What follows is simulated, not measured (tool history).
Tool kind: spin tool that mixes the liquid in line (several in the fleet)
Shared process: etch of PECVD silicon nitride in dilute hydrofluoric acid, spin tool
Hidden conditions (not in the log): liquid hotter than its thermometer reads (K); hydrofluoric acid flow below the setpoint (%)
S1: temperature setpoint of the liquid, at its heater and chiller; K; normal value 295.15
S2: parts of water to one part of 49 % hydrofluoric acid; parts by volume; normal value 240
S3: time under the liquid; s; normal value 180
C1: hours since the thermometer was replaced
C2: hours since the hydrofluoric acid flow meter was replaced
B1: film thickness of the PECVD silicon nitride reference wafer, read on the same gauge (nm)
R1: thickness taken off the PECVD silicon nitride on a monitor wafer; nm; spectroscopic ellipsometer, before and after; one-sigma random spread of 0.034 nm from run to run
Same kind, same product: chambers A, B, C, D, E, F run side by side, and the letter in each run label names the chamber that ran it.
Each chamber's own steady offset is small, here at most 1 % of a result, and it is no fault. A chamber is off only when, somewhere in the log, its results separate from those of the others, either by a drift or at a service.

{"run": "1E", "hour": 3.2, "S1": 295.15, "S2": 240, "S3": 180, "C1": 1755.5, "C2": 178.1, "B1": 80.013, "R1": 3.7354}
{"run": "2F", "hour": 6.4, "S1": 295.15, "S2": 240, "S3": 180, "C1": 391.3, "C2": 214.6, "B1": 80.006, "R1": 3.865}
{"run": "3D", "hour": 10.3, "S1": 295.15, "S2": 240, "S3": 180, "C1": 1843.0, "C2": 1383.8, "B1": 79.993, "R1": 3.763}
{"run": "4C", "hour": 14.2, "S1": 295.15, "S2": 240, "S3": 180, "C1": 1124.4, "C2": 797.2, "B1": 79.983, "R1": 3.8407}
{"run": "5B", "hour": 17.1, "S1": 295.15, "S2": 240, "S3": 180, "C1": 179.2, "C2": 971.4, "B1": 80.015, "R1": 3.7758}
{"run": "6A", "hour": 20.6, "S1": 295.15, "S2": 240, "S3": 180, "C1": 1288.8, "C2": 1486.6, "B1": 80.037, "R1": 3.85}
{"run": "7D", "hour": 23.8, "S1": 295.15, "S2": 240, "S3": 180, "C1": 1856.5, "C2": 1397.3, "B1": 79.969, "R1": 3.7549}
{"run": "8A", "hour": 26.7, "S1": 295.15, "S2": 240, "S3": 180, "C1": 1294.9, "C2": 1492.7, "B1": 79.992, "R1": 3.7519}
{"run": "9E", "hour": 29.5, "S1": 295.15, "S2": 240, "S3": 180, "C1": 1781.8, "C2": 204.4, "B1": 79.979, "R1": 3.7553}
{"run": "10C", "hour": 33.1, "S1": 295.15, "S2": 240, "S3": 180, "C1": 1143.3, "C2": 816.1, "B1": 80.005, "R1": 3.8434}
{"run": "11F", "hour": 37.1, "S1": 295.15, "S2": 240, "S3": 180, "C1": 422.0, "C2": 245.3, "B1": 80.043, "R1": 3.8664}
{"run": "12B", "hour": 39.3, "S1": 295.15, "S2": 240, "S3": 180, "C1": 201.4, "C2": 993.6, "B1": 80.023, "R1": 3.7927}
{"run": "13E", "hour": 42.9, "S1": 295.15, "S2": 240, "S3": 180, "C1": 1795.2, "C2": 217.8, "B1": 80.023, "R1": 3.801}
{"run": "14F", "hour": 45.4, "S1": 295.15, "S2": 240, "S3": 180, "C1": 430.3, "C2": 253.6, "B1": 80.029, "R1": 3.8589}
{"run": "15A", "hour": 48.1, "S1": 292.65, "S2": 240, "S3": 180, "C1": 1316.3, "C2": 1514.1, "B1": 79.972, "R1": 3.2044}
{"run": "16C", "hour": 51.3, "S1": 292.65, "S2": 240, "S3": 180, "C1": 1161.5, "C2": 834.3, "B1": 80.021, "R1": 3.2519}
{"run": "17D", "hour": 55.2, "S1": 292.65, "S2": 240, "S3": 180, "C1": 1887.9, "C2": 1428.7, "B1": 79.983, "R1": 3.1674}
{"run": "18B", "hour": 58.2, "S1": 292.65, "S2": 240, "S3": 180, "C1": 220.3, "C2": 1012.5, "B1": 80.025, "R1": 3.2001}
{"run": "19E", "hour": 61.7, "S1": 292.65, "S2": 240, "S3": 180, "C1": 1814.0, "C2": 236.6, "B1": 80.008, "R1": 3.2295}
{"run": "20A", "hour": 66.0, "S1": 292.65, "S2": 240, "S3": 180, "C1": 1334.2, "C2": 1532.0, "B1": 79.991, "R1": 3.3058}
{"run": "21F", "hour": 70.2, "S1": 295.15, "S2": 240, "S3": 180, "C1": 455.1, "C2": 278.4, "B1": 80.008, "R1": 3.8051}
{"run": "22D", "hour": 74.5, "S1": 293.65, "S2": 240, "S3": 180, "C1": 1907.2, "C2": 1448.0, "B1": 80.034, "R1": 3.4471}
{"run": "23B", "hour": 76.9, "S1": 293.65, "S2": 240, "S3": 180, "C1": 239.0, "C2": 1031.2, "B1": 80.005, "R1": 3.4262}
{"run": "24C", "hour": 79.1, "S1": 293.65, "S2": 240, "S3": 180, "C1": 1189.3, "C2": 862.1, "B1": 80.003, "R1": 3.4614}
{"run": "25E", "hour": 81.8, "S1": 293.65, "S2": 240, "S3": 180, "C1": 1834.1, "C2": 256.7, "B1": 79.968, "R1": 3.4166}
{"run": "26A", "hour": 85.4, "S1": 293.65, "S2": 240, "S3": 180, "C1": 1353.6, "C2": 1551.4, "B1": 79.958, "R1": 3.6436}
{"run": "27F", "hour": 89.5, "S1": 293.65, "S2": 240, "S3": 180, "C1": 474.4, "C2": 297.7, "B1": 80.014, "R1": 3.4464}
{"run": "28B", "hour": 93.3, "S1": 295.15, "S2": 240, "S3": 180, "C1": 255.4, "C2": 1047.6, "B1": 79.996, "R1": 3.8025}
{"run": "29D", "hour": 96.1, "S1": 295.15, "S2": 240, "S3": 180, "C1": 1928.8, "C2": 1469.6, "B1": 80.022, "R1": 3.7751}
{"hour": 96.6, "done": "chamber C: hydrofluoric acid flow meter replaced"}
{"run": "30C", "hour": 99.9, "S1": 295.15, "S2": 240, "S3": 180, "C1": 1210.1, "C2": 3.3, "B1": 80.035, "R1": 3.7789}
{"run": "31B", "hour": 103.7, "S1": 295.15, "S2": 240, "S3": 180, "C1": 265.8, "C2": 1058.0, "B1": 80.003, "R1": 3.7098}
{"run": "32A", "hour": 108.0, "S1": 295.15, "S2": 240, "S3": 180, "C1": 1376.2, "C2": 1574.0, "B1": 79.986, "R1": 4.1411}
{"run": "33F", "hour": 110.4, "S1": 295.15, "S2": 240, "S3": 180, "C1": 495.3, "C2": 318.6, "B1": 80.043, "R1": 3.7916}
{"run": "34E", "hour": 114.3, "S1": 295.15, "S2": 240, "S3": 180, "C1": 1866.6, "C2": 289.2, "B1": 80.007, "R1": 3.757}
{"run": "35D", "hour": 118.1, "S1": 295.15, "S2": 165, "S3": 125, "C1": 1950.8, "C2": 1491.6, "B1": 79.996, "R1": 3.8505}
{"run": "36C", "hour": 120.1, "S1": 295.15, "S2": 165, "S3": 125, "C1": 1230.3, "C2": 23.5, "B1": 79.972, "R1": 3.7838}

Which is it: a chamber that has drifted or been left off by a service, a gauge drift common to all chambers, or only each chamber's usual small offset? If a chamber is off, name it and its likeliest cause.

Chamber A drifts away from the others.
Most likely cause: liquid hotter than its thermometer reads (K) = 2.05.
The log might look much the same if the cause were instead: hydrofluoric acid flow above the setpoint (%).

Below are 4 candidate recipes for chamber A's next run, each the usual settings with a change, their results shown as question marks. Which of them brings A's results back in line with what the other chambers give on the usual settings?
Allowed miss from the other chambers' usual-settings mean, per result, to count as in line: R1 0.1200 nm
{"run": "37A-1", "hour": 123.2, "S1": 295.65, "S2": 230, "S3": 190, "R1": "?"}
{"run": "37A-2", "hour": 123.2, "S1": 295.15, "S2": 230, "S3": 180, "R1": "?"}
{"run": "37A-3", "hour": 123.2, "S1": 295.15, "S2": 250, "S3": 165, "R1": "?"}
{"run": "37A-4", "hour": 123.2, "S1": 295.15, "S2": 245, "S3": 175, "R1": "?"}

The other chambers' mean on the usual settings: R1 3.7870 nm
run=37A-1 R1=4.8608
run=37A-2 R1=4.4636
run=37A-3 R1=3.7625
run=37A-4 R1=4.0725
37A-3 puts the chamber back in line with the other chambers.
